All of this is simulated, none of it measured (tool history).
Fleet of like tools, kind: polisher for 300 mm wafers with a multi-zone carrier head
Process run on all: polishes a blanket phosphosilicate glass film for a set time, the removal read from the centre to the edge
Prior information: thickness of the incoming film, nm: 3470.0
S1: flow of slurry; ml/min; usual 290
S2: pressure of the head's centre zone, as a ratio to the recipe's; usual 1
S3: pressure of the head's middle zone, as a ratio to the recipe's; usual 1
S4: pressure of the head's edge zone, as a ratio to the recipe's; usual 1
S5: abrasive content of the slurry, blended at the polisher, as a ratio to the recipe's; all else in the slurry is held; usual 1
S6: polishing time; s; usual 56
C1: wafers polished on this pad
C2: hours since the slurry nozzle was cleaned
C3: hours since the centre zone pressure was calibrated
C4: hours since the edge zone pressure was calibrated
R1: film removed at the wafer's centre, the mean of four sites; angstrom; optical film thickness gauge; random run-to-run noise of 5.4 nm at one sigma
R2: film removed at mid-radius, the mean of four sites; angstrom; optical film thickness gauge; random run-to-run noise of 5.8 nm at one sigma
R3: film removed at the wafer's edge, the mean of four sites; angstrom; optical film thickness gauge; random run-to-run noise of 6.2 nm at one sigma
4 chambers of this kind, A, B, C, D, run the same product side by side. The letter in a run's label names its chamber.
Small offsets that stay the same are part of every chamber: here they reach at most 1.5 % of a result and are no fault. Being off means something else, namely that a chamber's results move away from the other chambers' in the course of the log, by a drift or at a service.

{"run": "1B", "hour": 3.4, "S1": 290, "S2": 1, "S3": 1, "S4": 1, "S5": 1, "S6": 56, "C1": 854, "C2": 668.4, "C3": 293.1, "C4": 837.5, "R1": 4611.6, "R2": 4697.2, "R3": 4609.5}
{"run": "2A", "hour": 8.9, "S1": 290, "S2": 1, "S3": 1, "S4": 1, "S5": 1, "S6": 56, "C1": 548, "C2": 268.8, "C3": 768.7, "C4": 1321.7, "R1": 4570.8, "R2": 4864.7, "R3": 4626}
{"run": "3C", "hour": 11.9, "S1": 290, "S2": 1, "S3": 1, "S4": 1, "S5": 1, "S6": 56, "C1": 130, "C2": 531, "C3": 356.3, "C4": 195.5, "R1": 4693.8, "R2": 4536.2, "R3": 4726.8}
{"run": "4D", "hour": 18.4, "S1": 290, "S2": 1, "S3": 1, "S4": 1, "S5": 1, "S6": 56, "C1": 1028, "C2": 249.6, "C3": 1380.2, "C4": 375.3, "R1": 4766.8, "R2": 4592.4, "R3": 4603.4}
{"run": "5D", "hour": 24.1, "S1": 290, "S2": 1, "S3": 1, "S4": 1, "S5": 1, "S6": 56, "C1": 1071, "C2": 255.3, "C3": 1385.9, "C4": 381, "R1": 4711, "R2": 4578.7, "R3": 4749.4}
{"run": "6B", "hour": 29.2, "S1": 290, "S2": 1, "S3": 1, "S4": 1, "S5": 1, "S6": 56, "C1": 1051, "C2": 694.2, "C3": 318.9, "C4": 863.3, "R1": 4559.2, "R2": 4701.3, "R3": 4790.8}
{"run": "7C", "hour": 32.8, "S1": 290, "S2": 1, "S3": 1, "S4": 1, "S5": 1, "S6": 56, "C1": 289, "C2": 551.9, "C3": 377.2, "C4": 216.4, "R1": 4753.2, "R2": 4493.6, "R3": 4718.7}
{"run": "8A", "hour": 38.2, "S1": 290, "S2": 1, "S3": 1, "S4": 1, "S5": 1, "S6": 56, "C1": 772, "C2": 298.1, "C3": 798, "C4": 1351, "R1": 4649.5, "R2": 4723, "R3": 4650}
{"run": "9D", "hour": 42.0, "S1": 290, "S2": 1, "S3": 1, "S4": 1, "S5": 1, "S6": 56, "C1": 1208, "C2": 273.2, "C3": 1403.8, "C4": 398.9, "R1": 4696.5, "R2": 4693.3, "R3": 4695.2}
{"hour": 44.1, "done": "chamber B: slurry nozzle cleaned"}
{"run": "10C", "hour": 45.4, "S1": 290, "S2": 1, "S3": 1, "S4": 1, "S5": 1, "S6": 56, "C1": 385, "C2": 564.5, "C3": 389.8, "C4": 229, "R1": 4720.3, "R2": 4648.3, "R3": 4732.4}
{"run": "11B", "hour": 51.4, "S1": 290, "S2": 1, "S3": 1.04, "S4": 1, "S5": 1, "S6": 68, "C1": 1220, "C2": 7.3, "C3": 341.1, "C4": 885.5, "R1": 5446.8, "R2": 5924.9, "R3": 5647.7}
{"run": "12A", "hour": 57.7, "S1": 290, "S2": 1, "S3": 1.04, "S4": 1, "S5": 1, "S6": 68, "C1": 920, "C2": 317.6, "C3": 817.5, "C4": 1370.5, "R1": 5639.6, "R2": 5870.6, "R3": 5556.6}
{"run": "13A", "hour": 64.4, "S1": 290, "S2": 1, "S3": 1.04, "S4": 1, "S5": 1, "S6": 68, "C1": 971, "C2": 324.3, "C3": 824.2, "C4": 1377.2, "R1": 5455.1, "R2": 5900, "R3": 5688}
{"hour": 66.2, "done": "chamber D: worn pad replaced by a new one"}
{"hour": 69.0, "done": "chamber A: worn pad replaced by a new one"}
{"run": "14B", "hour": 69.5, "S1": 290, "S2": 1, "S3": 1.04, "S4": 1, "S5": 1, "S6": 68, "C1": 1358, "C2": 25.4, "C3": 359.2, "C4": 903.6, "R1": 5583.4, "R2": 5738, "R3": 5653.7}
{"run": "15C", "hour": 74.6, "S1": 290, "S2": 1, "S3": 1, "S4": 1, "S5": 1, "S6": 56, "C1": 608, "C2": 593.7, "C3": 419, "C4": 258.2, "R1": 4690.7, "R2": 4725.6, "R3": 4626.7}
{"run": "16D", "hour": 78.0, "S1": 290, "S2": 1, "S3": 1, "S4": 1, "S5": 1, "S6": 56, "C1": 90, "C2": 309.2, "C3": 1439.8, "C4": 434.9, "R1": 4694.1, "R2": 4636.6, "R3": 4731.1}
{"hour": 80.0, "done": "chamber B: worn pad replaced by a new one"}
{"run": "17D", "hour": 84.7, "S1": 290, "S2": 1, "S3": 1, "S4": 1, "S5": 1, "S6": 56, "C1": 141, "C2": 315.9, "C3": 1446.5, "C4": 441.6, "R1": 4791.6, "R2": 4665.9, "R3": 4687.3}
{"hour": 85.8, "done": "chamber C: worn pad replaced by a new one"}
{"run": "18C", "hour": 89.4, "S1": 290, "S2": 1, "S3": 1, "S4": 1, "S5": 1, "S6": 56, "C1": 27, "C2": 608.5, "C3": 433.8, "C4": 273, "R1": 4786.9, "R2": 4698.6, "R3": 4674.4}
{"hour": 92.9, "done": "chamber A: edge zone pressure recalibrated"}
{"run": "19B", "hour": 95.5, "S1": 290, "S2": 1, "S3": 1, "S4": 1, "S5": 1, "S6": 56, "C1": 118, "C2": 51.4, "C3": 385.2, "C4": 929.6, "R1": 4610.7, "R2": 4654.6, "R3": 4646.4}
{"run": "20A", "hour": 102.3, "S1": 290, "S2": 1, "S3": 1, "S4": 1, "S5": 1, "S6": 56, "C1": 254, "C2": 362.2, "C3": 862.1, "C4": 9.5, "R1": 4665.5, "R2": 4738, "R3": 4642.6}
{"hour": 105.8, "done": "chamber D: centre zone pressure recalibrated"}
{"run": "21C", "hour": 108.1, "S1": 290, "S2": 1, "S3": 1, "S4": 1, "S5": 1, "S6": 56, "C1": 170, "C2": 627.2, "C3": 452.5, "C4": 291.7, "R1": 4611.7, "R2": 4687, "R3": 4750.2}
{"run": "22A", "hour": 114.1, "S1": 290, "S2": 1, "S3": 1, "S4": 1, "S5": 1, "S6": 56, "C1": 344, "C2": 374, "C3": 873.9, "C4": 21.3, "R1": 4578.6, "R2": 4719.9, "R3": 4756.3}
{"hour": 117.7, "done": "chamber C: edge zone pressure recalibrated"}
{"run": "23D", "hour": 119.4, "S1": 290, "S2": 1, "S3": 1, "S4": 1, "S5": 1, "S6": 56, "C1": 405, "C2": 350.6, "C3": 13.7, "C4": 476.3, "R1": 5172.2, "R2": 4633.4, "R3": 4652}
{"hour": 124.6, "done": "chamber A: slurry nozzle cleaned"}
{"run": "24B", "hour": 126.0, "S1": 230, "S2": 1, "S3": 1, "S4": 0.89, "S5": 1, "S6": 56, "C1": 350, "C2": 81.9, "C3": 415.7, "C4": 960.1, "R1": 4463.2, "R2": 4494, "R3": 4238.2}
{"run": "25D", "hour": 132.8, "S1": 230, "S2": 1, "S3": 1, "S4": 0.89, "S5": 1, "S6": 56, "C1": 507, "C2": 364, "C3": 27.1, "C4": 489.7, "R1": 5069.9, "R2": 4615.3, "R3": 4257.7}
{"hour": 137.2, "done": "chamber D: edge zone pressure recalibrated"}
{"run": "26C", "hour": 138.2, "S1": 230, "S2": 1, "S3": 1, "S4": 0.89, "S5": 1, "S6": 56, "C1": 399, "C2": 657.3, "C3": 482.6, "C4": 20.6, "R1": 4610, "R2": 4599.8, "R3": 4281}
{"run": "27B", "hour": 141.2, "S1": 230, "S2": 1, "S3": 1, "S4": 0.89, "S5": 1, "S6": 56, "C1": 466, "C2": 97.1, "C3": 430.9, "C4": 975.3, "R1": 4447.8, "R2": 4625, "R3": 4282.5}
{"run": "28A", "hour": 148.0, "S1": 290, "S2": 1, "S3": 1, "S4": 1, "S5": 1, "S6": 56, "C1": 602, "C2": 23.4, "C3": 907.8, "C4": 55.2, "R1": 4627.5, "R2": 4703.4, "R3": 4721.4}
{"run": "29B", "hour": 152.7, "S1": 290, "S2": 1, "S3": 1, "S4": 1, "S5": 1, "S6": 56, "C1": 554, "C2": 108.6, "C3": 442.4, "C4": 986.8, "R1": 4525, "R2": 4751.5, "R3": 4678.8}
{"run": "30A", "hour": 158.5, "S1": 290, "S2": 0.92, "S3": 1.11, "S4": 1, "S5": 1, "S6": 56, "C1": 682, "C2": 33.9, "C3": 918.3, "C4": 65.7, "R1": 4098, "R2": 5300.1, "R3": 4581.4}
{"hour": 161.8, "done": "chamber C: worn pad replaced by a new one"}
{"run": "31C", "hour": 162.7, "S1": 290, "S2": 0.92, "S3": 1.11, "S4": 1, "S5": 1, "S6": 56, "C1": 7, "C2": 681.8, "C3": 507.1, "C4": 45.1, "R1": 4363.3, "R2": 5098.2, "R3": 4795.5}
{"hour": 165.9, "done": "chamber B: centre zone pressure recalibrated"}
{"run": "32D", "hour": 168.4, "S1": 290, "S2": 0.92, "S3": 1.11, "S4": 1, "S5": 1, "S6": 56, "C1": 779, "C2": 399.6, "C3": 62.7, "C4": 31.3, "R1": 4858.9, "R2": 5203.5, "R3": 4682}
{"run": "33D", "hour": 173.9, "S1": 290, "S2": 0.92, "S3": 1.11, "S4": 1, "S5": 1, "S6": 56, "C1": 821, "C2": 405.1, "C3": 68.2, "C4": 36.8, "R1": 4911.4, "R2": 5139, "R3": 4831.5}
{"run": "34B", "hour": 180.7, "S1": 290, "S2": 1, "S3": 1, "S4": 1, "S5": 1, "S6": 56, "C1": 767, "C2": 136.6, "C3": 14.8, "C4": 1014.8, "R1": 4704.3, "R2": 4705.8, "R3": 4548.7}
{"run": "35A", "hour": 185.6, "S1": 290, "S2": 1.05, "S3": 1, "S4": 1, "S5": 1, "S6": 56, "C1": 889, "C2": 61, "C3": 945.4, "C4": 92.8, "R1": 4947.7, "R2": 4688.3, "R3": 4629}
{"run": "36C", "hour": 190.2, "S1": 290, "S2": 1.05, "S3": 1, "S4": 1, "S5": 1, "S6": 56, "C1": 217, "C2": 709.3, "C3": 534.6, "C4": 72.6, "R1": 4935.7, "R2": 4728.6, "R3": 4711.6}
{"run": "37B", "hour": 194.8, "S1": 290, "S2": 1.05, "S3": 1, "S4": 1, "S5": 1, "S6": 56, "C1": 875, "C2": 150.7, "C3": 28.9, "C4": 1028.9, "R1": 4965, "R2": 4607.2, "R3": 4654.1}
{"run": "38A", "hour": 197.8, "S1": 290, "S2": 1.05, "S3": 1, "S4": 1, "S5": 1, "S6": 56, "C1": 982, "C2": 73.2, "C3": 957.6, "C4": 105, "R1": 4830, "R2": 4697.9, "R3": 4712.6}
{"run": "39C", "hour": 203.4, "S1": 290, "S2": 1, "S3": 1, "S4": 1, "S5": 1, "S6": 56, "C1": 317, "C2": 722.5, "C3": 547.8, "C4": 85.8, "R1": 4673.1, "R2": 4743.1, "R3": 4797.5}
{"run": "40D", "hour": 206.6, "S1": 370, "S2": 1, "S3": 0.94, "S4": 1, "S5": 1, "S6": 56, "C1": 1070, "C2": 437.8, "C3": 100.9, "C4": 69.5, "R1": 5494, "R2": 4488.4, "R3": 4781.6}

Does one chamber stand apart from the rest, does the shared gauge drift, or is all well apart from small per-chamber offsets? Give the chamber and the most likely cause, where there is one.

A service left chamber D off against the others.
What lies behind it: centre zone's pressure above its setpoint, % = 11.3.

Which of the 4 candidates below, each the usual settings with something changed and its results left as question marks, puts chamber D back in line with what the other chambers give on the usual settings?
Maximum distance from the other chambers' mean on the usual settings for a result to count as in line: R1 190 angstrom; R2 200 angstrom; R3 220 angstrom
{"run": "41D-1", "hour": 211.5, "S1": 300, "S2": 1.17, "S3": 0.96, "S4": 0.94, "S5": 1, "S6": 58, "R1": "?", "R2": "?", "R3": "?"}
{"run": "41D-2", "hour": 211.5, "S1": 280, "S2": 0.84, "S3": 1.04, "S4": 1.06, "S5": 1, "S6": 55, "R1": "?", "R2": "?", "R3": "?"}
{"run": "41D-3", "hour": 211.5, "S1": 295, "S2": 1.1, "S3": 0.98, "S4": 0.96, "S5": 1, "S6": 57, "R1": "?", "R2": "?", "R3": "?"}
{"run": "41D-4", "hour": 211.5, "S1": 285, "S2": 0.9, "S3": 1.02, "S4": 1.04, "S5": 1, "S6": 55, "R1": "?", "R2": "?", "R3": "?"}

What the other chambers average on the usual settings: R1 4642.4 angstrom; R2 4679.6 angstrom; R3 4677.5 angstrom
run=41D-1 R1=6509.7 R2=4636.8 R3=4718.7
run=41D-2 R1=4294.8 R2=4703.1 R3=4737.8
run=41D-3 R1=5981.2 R2=4636.6 R3=4680.9
run=41D-4 R1=4637 R2=4627.9 R3=4697.1
41D-4 puts the chamber back in line with the other chambers.

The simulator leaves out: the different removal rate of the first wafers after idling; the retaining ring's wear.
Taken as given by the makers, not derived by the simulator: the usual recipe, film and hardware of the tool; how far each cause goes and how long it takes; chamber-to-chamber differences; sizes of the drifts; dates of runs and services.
